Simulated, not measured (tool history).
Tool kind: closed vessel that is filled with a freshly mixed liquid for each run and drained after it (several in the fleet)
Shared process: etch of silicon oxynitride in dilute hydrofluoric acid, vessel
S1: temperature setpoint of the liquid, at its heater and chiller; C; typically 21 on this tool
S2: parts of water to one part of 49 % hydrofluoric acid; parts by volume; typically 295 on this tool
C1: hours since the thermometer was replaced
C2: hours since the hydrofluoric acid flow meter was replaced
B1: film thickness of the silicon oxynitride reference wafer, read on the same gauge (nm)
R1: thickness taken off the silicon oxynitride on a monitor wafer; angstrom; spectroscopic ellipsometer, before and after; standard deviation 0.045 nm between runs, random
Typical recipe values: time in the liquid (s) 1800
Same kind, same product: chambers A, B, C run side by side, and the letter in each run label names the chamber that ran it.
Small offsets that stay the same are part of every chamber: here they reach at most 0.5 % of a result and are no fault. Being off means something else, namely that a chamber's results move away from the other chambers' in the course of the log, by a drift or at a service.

Run 1B, hour 15: usual settings; C1 53.2; C2 345.3; B1 30.013. Result: R1 66.195 angstrom.
Run 2A, hour 30.3: usual settings; C1 866.6; C2 1315.9; B1 29.992. Result: R1 65.878 angstrom.
Run 3C, hour 43.3: usual settings; C1 2593.7; C2 564.4; B1 30.061. Result: R1 66.665 angstrom.
Run 4C, hour 52.6: usual settings; C1 2603; C2 573.7; B1 29.974. Result: R1 67.706 angstrom.
Run 5A, hour 65.4: usual settings; C1 901.7; C2 1351; B1 29.971. Result: R1 67.04 angstrom.
Run 6B, hour 78.7: usual settings but S1 25.5 C, S2 370 parts by volume; C1 116.9; C2 409; B1 29.992. Result: R1 61.152 angstrom.
Run 7C, hour 94.1: usual settings but S1 25.5 C, S2 370 parts by volume; C1 2644.5; C2 615.2; B1 29.971. Result: R1 61.761 angstrom.
Run 8A, hour 105.8: usual settings but S1 25.5 C, S2 370 parts by volume; C1 942.1; C2 1391.4; B1 30.032. Result: R1 61.642 angstrom.
Run 9B, hour 121.5: usual settings; C1 159.7; C2 451.8; B1 29.998. Result: R1 67.563 angstrom.
Run 10C, hour 132.4: usual settings; C1 2682.8; C2 653.5; B1 29.982. Result: R1 66.576 angstrom.
Run 11B, hour 147.8: usual settings but S1 17 C, S2 390 parts by volume; C1 186; C2 478.1; B1 29.988. Result: R1 40.13 angstrom.
Run 12A, hour 156.8: usual settings but S1 17 C, S2 390 parts by volume; C1 993.1; C2 1442.4; B1 30.039. Result: R1 39.636 angstrom.
Run 13C, hour 165.4: usual settings but S1 17 C, S2 390 parts by volume; C1 2715.8; C2 686.5; B1 29.969. Result: R1 40.251 angstrom.
Run 14A, hour 172.8: usual settings; C1 1009.1; C2 1458.4; B1 29.976. Result: R1 67.172 angstrom.
Run 15B, hour 187.7: usual settings; C1 225.9; C2 518; B1 29.995. Result: R1 66.463 angstrom.
Run 16B, hour 197: usual settings; C1 235.2; C2 527.3; B1 29.993. Result: R1 66.259 angstrom.
Run 17C, hour 212.6: usual settings; C1 2763; C2 733.7; B1 30.045. Result: R1 66.955 angstrom.
Run 18A, hour 227.1: usual settings; C1 1063.4; C2 1512.7; B1 30.009. Result: R1 67.678 angstrom.
Run 19A, hour 234.5: usual settings; C1 1070.8; C2 1520.1; B1 30.022. Result: R1 68.369 angstrom.
Run 20B, hour 246: usual settings; C1 284.2; C2 576.3; B1 29.979. Result: R1 66.952 angstrom.
Run 21C, hour 255.5: usual settings; C1 2805.9; C2 776.6; B1 30.005. Result: R1 66.954 angstrom.
Run 22A, hour 266.9: usual settings; C1 1103.2; C2 1552.5; B1 30.007. Result: R1 70.079 angstrom.
Run 23B, hour 281.4: usual settings; C1 319.6; C2 611.7; B1 29.985. Result: R1 66.223 angstrom.
Run 24C, hour 293.7: usual settings; C1 2844.1; C2 814.8; B1 30.057. Result: R1 67.089 angstrom.
Run 25C, hour 301.5: usual settings; C1 2851.9; C2 822.6; B1 30.003. Result: R1 67.038 angstrom.
Run 26A, hour 312.2: usual settings; C1 1148.5; C2 1597.8; B1 29.992. Result: R1 69.876 angstrom.
Run 27B, hour 321.7: usual settings; C1 359.9; C2 652; B1 29.984. Result: R1 66.192 angstrom.
Run 28C, hour 330.5: usual settings; C1 2880.9; C2 851.6; B1 30.012. Result: R1 67.021 angstrom.
Run 29A, hour 338.3: usual settings; C1 1174.6; C2 1623.9; B1 29.955. Result: R1 70.695 angstrom.
Run 30B, hour 351.7: usual settings; C1 389.9; C2 682; B1 30.038. Result: R1 66.795 angstrom.
Run 31B, hour 359.9: usual settings; C1 398.1; C2 690.2; B1 30.01. Result: R1 67.216 angstrom.
Run 32A, hour 374.8: usual settings but S1 24.5 C; C1 1211.1; C2 1660.4; B1 29.978. Result: R1 82.183 angstrom.
Run 33C, hour 387.9: usual settings but S1 24.5 C; C1 2938.3; C2 909; B1 30.024. Result: R1 77.944 angstrom.
Run 34C, hour 399: usual settings but S1 24.5 C; C1 2949.4; C2 920.1; B1 29.973. Result: R1 77.632 angstrom.
Run 35B, hour 410.2: usual settings; C1 448.4; C2 740.5; B1 29.995. Result: R1 66.748 angstrom.

All chambers now run identical settings, listed one chamber a line with results as question marks. What results will each chamber show?
Run 36A, hour 421.5: usual settings but S2 250 parts by volume. Result: R1 ?.
Run 36B, hour 421.5: usual settings but S2 250 parts by volume. Result: R1 ?.
Run 36C, hour 421.5: usual settings but S2 250 parts by volume. Result: R1 ?.

run      R1
36A  87.766
36B  81.958
36C  82.639

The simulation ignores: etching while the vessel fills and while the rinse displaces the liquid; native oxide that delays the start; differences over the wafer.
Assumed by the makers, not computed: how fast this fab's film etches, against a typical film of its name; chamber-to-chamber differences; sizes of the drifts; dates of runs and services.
